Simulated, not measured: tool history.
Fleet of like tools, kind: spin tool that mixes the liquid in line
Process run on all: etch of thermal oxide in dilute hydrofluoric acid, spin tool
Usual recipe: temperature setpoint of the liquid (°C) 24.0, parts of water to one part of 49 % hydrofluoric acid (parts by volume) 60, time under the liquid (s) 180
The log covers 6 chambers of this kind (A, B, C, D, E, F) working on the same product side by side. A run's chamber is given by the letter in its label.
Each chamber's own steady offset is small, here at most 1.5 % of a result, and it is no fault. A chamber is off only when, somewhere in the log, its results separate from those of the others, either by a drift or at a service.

run,day,temperature setpoint of the liquid (°C),parts of water to one part of 49 % hydrofluoric acid (parts by volume),time under the liquid (s),hours since the thermometer was replaced,hours since the hydrofluoric acid flow meter was replaced,"read-back film thickness of the thermal oxide reference wafer, read on the same gauge (nm)",thickness taken off the thermal oxide on a monitor wafer (nm)
1D,0.292,24.0,60,180,845.9,348.7,99.976,15.295
2F,0.658,24.0,60,180,2175.8,2102.0,100.040,15.063
3B,1.000,24.0,60,180,395.8,1069.3,100.010,15.291
4A,1.317,24.0,60,180,1118.9,167.5,100.020,15.357
5C,1.692,24.0,60,180,852.3,441.6,99.988,15.398
6E,1.892,24.0,60,180,612.4,1538.9,100.010,15.788
7F,2.238,24.0,60,180,2213.7,2139.9,99.985,15.214
8D,2.558,24.0,60,180,900.3,403.1,99.995,15.283
9E,2.846,24.0,60,180,635.3,1561.8,99.962,15.703
10B,3.158,24.0,60,180,447.6,1121.1,100.000,15.363
11A,3.421,24.0,60,180,1169.4,218.0,100.030,15.491
12C,3.783,24.0,60,180,902.5,491.8,99.953,15.614
13E,3.983,21.5,30,180,662.6,1589.1,100.010,28.941
14D,4.388,21.5,30,180,944.2,447.0,100.000,28.619
# day 4.479: chamber C: hydrofluoric acid flow meter replaced
15F,4.617,21.5,30,180,2270.8,2197.0,99.986,28.323
16C,4.917,21.5,30,180,929.7,10.6,99.993,29.147
17A,5.304,21.5,30,180,1214.6,263.2,100.020,28.694
18B,5.492,21.5,30,180,503.6,1177.1,100.010,28.773
# day 5.729: chamber F: hydrofluoric acid flow meter replaced
19D,5.746,24.0,60,180,976.8,479.6,100.010,15.233
20B,5.938,24.0,60,180,514.3,1187.8,100.020,15.128
21F,6.271,24.0,60,180,2310.5,13.0,100.050,15.423
22A,6.588,24.0,60,180,1245.4,294.0,99.995,15.180
23E,6.821,24.0,60,180,730.7,1657.2,100.030,15.591
24C,7.200,24.0,60,180,984.5,65.4,100.030,15.564
25D,7.421,24.0,60,180,1017.0,519.8,100.010,15.243
26A,7.642,24.0,60,180,1270.7,319.3,99.991,15.058
27E,8.008,24.0,60,180,759.2,1685.7,100.040,15.722
28C,8.262,24.0,60,180,1010.0,90.9,100.020,15.928
29B,8.571,28.5,60,180,577.5,1251.0,100.000,18.395
30F,8.783,28.5,60,180,2370.8,73.3,99.982,18.436
31F,8.988,28.5,60,180,2375.7,78.2,99.974,17.913
32B,9.379,28.5,60,180,596.9,1270.4,100.010,17.937
33A,9.754,28.5,60,180,1321.4,370.0,100.030,17.550
34E,10.025,28.5,60,180,807.6,1734.1,100.000,18.597
35C,10.338,24.0,60,180,1059.8,140.7,100.020,15.423
36D,10.688,24.0,60,180,1095.4,598.2,100.020,15.488
37A,11.079,24.0,60,180,1353.2,401.8,99.980,14.636
38B,11.458,24.0,60,180,646.8,1320.3,100.010,14.979
39D,11.846,24.0,60,180,1123.2,626.0,99.987,15.280
40C,12.125,22.5,60,180,1102.7,183.6,99.978,14.729
41F,12.529,22.5,60,180,2460.7,163.2,100.020,14.347

Each of the 6 chambers runs these same settings next. Fill in every chamber's results:
42A,12.829,24.0,60,180,,,,?
42B,12.829,24.0,60,180,,,,?
42C,12.829,24.0,60,180,,,,?
42D,12.829,24.0,60,180,,,,?
42E,12.829,24.0,60,180,,,,?
42F,12.829,24.0,60,180,,,,?

run,thickness taken off the thermal oxide on a monitor wafer (nm)
42A,14.175
42B,15.363
42C,15.455
42D,15.353
42E,15.494
42F,15.401

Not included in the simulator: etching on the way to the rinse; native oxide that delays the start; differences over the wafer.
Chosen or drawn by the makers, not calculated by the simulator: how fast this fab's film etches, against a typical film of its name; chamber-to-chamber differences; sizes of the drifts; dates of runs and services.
